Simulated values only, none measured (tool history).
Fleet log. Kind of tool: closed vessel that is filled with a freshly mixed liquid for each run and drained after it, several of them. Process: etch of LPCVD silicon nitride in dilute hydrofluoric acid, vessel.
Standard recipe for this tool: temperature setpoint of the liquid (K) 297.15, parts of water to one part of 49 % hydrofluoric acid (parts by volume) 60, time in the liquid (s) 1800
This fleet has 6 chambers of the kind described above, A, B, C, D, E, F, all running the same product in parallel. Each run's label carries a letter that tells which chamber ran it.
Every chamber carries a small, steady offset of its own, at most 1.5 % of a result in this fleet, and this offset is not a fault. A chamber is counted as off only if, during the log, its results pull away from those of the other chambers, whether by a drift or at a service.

run     day  temperature setpoint of the liquid (K)  parts of water to one part of 49 % hydrofluoric acid (parts by volume)  time in the liquid (s)  read-back film thickness of the LPCVD silicon nitride reference wafer, read on the same gauge (nm)  thickness taken off the LPCVD silicon nitride on a monitor wafer (nm)
 1F   0.267                                  297.15                                                                      60                    1800                                                                                              59.991                                                                13.7870
 2B   0.638                                  297.15                                                                      60                    1800                                                                                              60.002                                                                13.6310
      0.808  -- chamber A: thermometer replaced
 3A   0.962                                  297.15                                                                      60                    1800                                                                                              60.031                                                                14.1790
 4E   1.292                                  297.15                                                                      60                    1800                                                                                              60.001                                                                13.7310
 5C   1.550                                  297.15                                                                      60                    1800                                                                                              59.984                                                                13.8770
 6D   1.842                                  297.15                                                                      60                    1800                                                                                              60.035                                                                13.7680
 7B   2.179                                  297.15                                                                      60                    1800                                                                                              60.022                                                                13.7240
 8C   2.429                                  298.65                                                                      60                    2675                                                                                              59.989                                                                22.3280
 9F   2.779                                  298.65                                                                      60                    2675                                                                                              59.996                                                                22.2310
10E   3.029                                  298.65                                                                      60                    2675                                                                                              59.985                                                                22.9880
11A   3.208                                  298.65                                                                      60                    2675                                                                                              59.990                                                                22.8340
12D   3.458                                  298.65                                                                      60                    2675                                                                                              60.010                                                                22.7210
13F   3.700                                  298.65                                                                      60                    2675                                                                                              59.995                                                                22.6300
14D   3.996                                  297.15                                                                      60                    1800                                                                                              60.005                                                                13.9800
15C   4.192                                  297.15                                                                      60                    1800                                                                                              59.988                                                                13.6270
16E   4.554                                  297.15                                                                      60                    1800                                                                                              60.029                                                                13.7820
17A   4.917                                  297.15                                                                      60                    1800                                                                                              60.016                                                                13.9680
18B   5.208                                  297.15                                                                      60                    1800                                                                                              60.034                                                                13.7950
19B   5.467                                  297.15                                                                      60                    1800                                                                                              59.998                                                                13.6360
20F   5.750                                  297.15                                                                      60                    1800                                                                                              60.018                                                                13.8170
21D   6.108                                  297.15                                                                      40                    1800                                                                                              59.988                                                                20.4860
22E   6.412                                  297.15                                                                      40                    1800                                                                                              59.993                                                                20.2380
23A   6.762                                  297.15                                                                      40                    1800                                                                                              60.031                                                                20.9240
24C   7.067                                  297.15                                                                      40                    1800                                                                                              60.017                                                                20.2220
25B   7.429                                  297.15                                                                      40                    1800                                                                                              59.979                                                                20.2830
26E   7.642                                  297.15                                                                      40                    1800                                                                                              59.993                                                                20.4350
27F   7.983                                  297.15                                                                      60                    1800                                                                                              60.000                                                                14.5670
28A   8.267                                  297.15                                                                      60                    1800                                                                                              60.003                                                                13.9670
29C   8.558                                  297.15                                                                      45                    1800                                                                                              60.015                                                                18.2070
30D   8.796                                  297.15                                                                      45                    1800                                                                                              59.986                                                                18.4940
31C   9.150                                  297.15                                                                      45                    1800                                                                                              60.030                                                                18.1620
32F   9.317                                  297.15                                                                      45                    1800                                                                                              60.030                                                                19.3420
33D   9.558                                  297.15                                                                      45                    1800                                                                                              59.995                                                                18.3490
34E   9.783                                  297.15                                                                      45                    1800                                                                                              60.005                                                                18.0870
35A   9.979                                  297.15                                                                      45                    1800                                                                                              60.002                                                                18.6480
36B  10.229                                  297.15                                                                      45                    1800                                                                                              59.994                                                                18.0120
37C  10.508                                  297.15                                                                      45                    1800                                                                                              60.000                                                                17.7450
38B  10.729                                  297.15                                                                      45                    1800                                                                                              60.012                                                                17.9240
39D  11.075                                  297.15                                                                      45                    1800                                                                                              60.019                                                                18.4990
40E  11.242                                  297.15                                                                      45                    1800                                                                                              60.016                                                                17.8940
     11.446  -- chamber A: hydrofluoric acid flow meter replaced
41F  11.517                                  292.15                                                                      60                    1800                                                                                              60.000                                                                10.6310
42A  11.683                                  292.15                                                                      60                    1800                                                                                              59.992                                                                 9.9763
43B  11.954                                  292.15                                                                      60                    1800                                                                                              60.006                                                                 9.6135

All 6 chambers run these settings next. Forecast each chamber's results:
44A  12.221                                  297.15                                                                      40                    1800                                                                                                                                                                          ?
44B  12.221                                  297.15                                                                      40                    1800                                                                                                                                                                          ?
44C  12.221                                  297.15                                                                      40                    1800                                                                                                                                                                          ?
44D  12.221                                  297.15                                                                      40                    1800                                                                                                                                                                          ?
44E  12.221                                  297.15                                                                      40                    1800                                                                                                                                                                          ?
44F  12.221                                  297.15                                                                      40                    1800                                                                                                                                                                          ?

run  thickness taken off the LPCVD silicon nitride on a monitor wafer (nm)
44A                                                                20.6520
44B                                                                20.2330
44C                                                                20.5400
44D                                                                20.7590
44E                                                                19.8650
44F                                                                22.4790

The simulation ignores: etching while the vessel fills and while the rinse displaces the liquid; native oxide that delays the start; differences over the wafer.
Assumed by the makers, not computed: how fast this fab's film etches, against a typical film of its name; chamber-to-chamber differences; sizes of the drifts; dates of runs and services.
